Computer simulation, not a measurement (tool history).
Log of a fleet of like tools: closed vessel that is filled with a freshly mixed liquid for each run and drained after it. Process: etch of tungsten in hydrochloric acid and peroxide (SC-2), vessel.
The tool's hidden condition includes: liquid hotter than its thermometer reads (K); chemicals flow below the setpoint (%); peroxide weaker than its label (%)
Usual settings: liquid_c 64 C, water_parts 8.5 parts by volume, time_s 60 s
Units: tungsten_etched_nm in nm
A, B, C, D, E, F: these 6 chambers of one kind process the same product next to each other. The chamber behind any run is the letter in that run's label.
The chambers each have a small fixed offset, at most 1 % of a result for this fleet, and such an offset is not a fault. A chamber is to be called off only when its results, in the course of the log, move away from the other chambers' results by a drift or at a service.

run     day  liquid_c  water_parts  time_s  hours since the thermometer was replaced  hours since the chemicals flow meter was replaced  hours since the drum of peroxide was connected  read-back film thickness of the tungsten reference wafer, read on the same gauge (nm)  tungsten_etched_nm
 1C   0.508        64          8.5      60                                    1728.8                                             1533.1                                            12.6                                                                                 140.03              23.054
 2E   0.842        64          8.5      60                                       303                                             1324.9                                           261.5                                                                                 139.99              22.723
 3D   1.146        64          8.5      60                                     887.7                                             1104.2                                           676.9                                                                                 140.03              23.071
 4A   1.562        64          8.5      60                                     668.1                                              151.2                                           255.5                                                                                 140.01              23.041
 5F   2.092        64          8.5      60                                     652.7                                              332.5                                           596.2                                                                                    140              23.054
 6B   2.492        64          8.5      60                                    2235.2                                             1467.7                                           171.8                                                                                 140.02              22.935
 7A   2.917        64          8.5      60                                     700.6                                              183.7                                             288                                                                                    140              23.078
 8E   3.442        64          8.5      60                                     365.4                                             1387.3                                           323.9                                                                                 140.03              23.101
 9C   4.083        70          8.5      75                                    1814.6                                             1618.9                                            98.4                                                                                 139.97              41.372
10B   4.642        70          8.5      75                                    2286.8                                             1519.3                                           223.4                                                                                 139.98              41.073
11D   5.242        70          8.5      75                                       986                                             1202.5                                           775.2                                                                                 139.99               41.65
      5.288  -- chamber F: new drum of peroxide connected
12F   5.858        70          8.5      75                                     743.1                                              422.9                                            13.7                                                                                 139.98              41.364
13C   6.362        70          8.5      75                                    1869.3                                             1673.6                                           153.1                                                                                    140              40.856
14A   6.658        70          8.5      75                                     790.4                                              273.5                                           377.8                                                                                    140              40.569
15B   7.112        64          8.5      60                                    2346.1                                             1578.6                                           282.7                                                                                 139.99               22.92
16E   7.642        64          8.5      60                                     466.2                                             1488.1                                           424.7                                                                                 140.01              22.645
17F   8.225        64          8.5      75                                     799.9                                              479.7                                            70.5                                                                                 139.96              28.665
18D   8.504        64          8.5      75                                    1064.3                                             1280.8                                           853.5                                                                                 139.99                28.7
19C   8.854        64          8.5      75                                    1929.1                                             1733.4                                           212.9                                                                                 140.01               28.65
20A   9.396        64          8.5      75                                     856.1                                              339.2                                           443.5                                                                                 139.98              28.184
21E   9.933        64          8.5      75                                     521.2                                             1543.1                                           479.7                                                                                    140              28.643
22B  10.246        64          8.5      75                                    2421.3                                             1653.8                                           357.9                                                                                    140              28.528
23F  10.788        64          8.5      60                                     861.4                                              541.2                                             132                                                                                 140.02               23.19
24D  11.292        64         11.5      50                                    1131.2                                             1347.7                                           920.4                                                                                 139.99              14.839
     11.312  -- chamber C: thermometer replaced
25A  11.875        64         11.5      50                                     915.6                                              398.7                                             503                                                                                 140.01              14.628
26D  12.304        64         11.5      50                                    1155.5                                               1372                                           944.7                                                                                 139.99              14.804
     12.804  -- chamber D: new drum of peroxide connected
27B  12.942        64         11.5      50                                      2486                                             1718.5                                           422.6                                                                                 140.01              14.948
     13.325  -- chamber B: chemicals flow meter replaced
28C  13.367        64         11.5      50                                      49.4                                             1841.7                                           321.2                                                                                 140.04              14.785
     13.829  -- chamber B: new drum of peroxide connected
29F  13.879        64         11.5      50                                     935.6                                              615.4                                           206.2                                                                                 139.98              15.024
30E  14.279        64         12.5      30                                     625.5                                             1647.4                                             584                                                                                 139.99              8.3324
31B  14.846        64         12.5      30                                    2531.7                                               36.5                                            24.4                                                                                    140              8.2864
32E  15.188        64         12.5      30                                     647.3                                             1669.2                                           605.8                                                                                 140.01               8.345
33A  15.817        64         12.5      30                                    1010.2                                              493.3                                           597.6                                                                                 139.98              7.9101
34C  16.358        64         12.5      30                                     121.2                                             1913.5                                             393                                                                                    140              8.1258
35D  16.938        64         12.5      30                                    1266.7                                             1483.2                                            99.3                                                                                 140.01              8.3603
36F  17.542        70          8.5      45                                    1023.5                                              703.3                                           294.1                                                                                 139.99              24.885
37B  18.146        70          8.5      45                                    2610.9                                              115.7                                           103.6                                                                                    140              24.644
38E  18.571        70          8.5      45                                     728.5                                             1750.4                                             687                                                                                 139.98              24.555
39D  19.117        70          8.5      45                                      1319                                             1535.5                                           151.6                                                                                 139.98              25.008
40F  19.567        70          8.5      45                                    1072.1                                              751.9                                           342.7                                                                                 139.99              24.727
41C  20.079        70          8.5      45                                     210.5                                             2002.8                                           482.3                                                                                 139.98              24.732

Decide between three cases: one chamber stands off from its peers, the gauge reading all wafers drifts, or nothing is wrong past each chamber's small offset. Where a chamber is off, say which and what most likely put it there.

One chamber, A, drifts off from the rest bit by bit.
Cause: peroxide weaker than its label (%) = 6.35.
The log may not separate it from: liquid colder than its thermometer reads (K); chemicals flow below the setpoint (%).

Below are 4 candidate recipes for chamber A's next run, each the usual settings with a change, their results shown as question marks. Which of them brings A's results back in line with what the other chambers give on the usual settings?
A result is in line if it is within this distance of the other chambers' mean on the usual settings: tungsten_etched_nm 0.47 nm
42A-1  20.546        65            8      60                                                                                                                                                                                                                                                       ?
42A-2  20.546        63            9      60                                                                                                                                                                                                                                                       ?
42A-3  20.546        64            9      60                                                                                                                                                                                                                                                       ?
42A-4  20.546        65          8.5      60                                                                                                                                                                                                                                                       ?

Other chambers, usual settings, mean: tungsten_etched_nm 22.956 nm
  run  tungsten_etched_nm
42A-1              24.308
42A-2               19.58
42A-3              20.794
42A-4              23.139
With 42A-4, the chamber falls back in line with the rest.
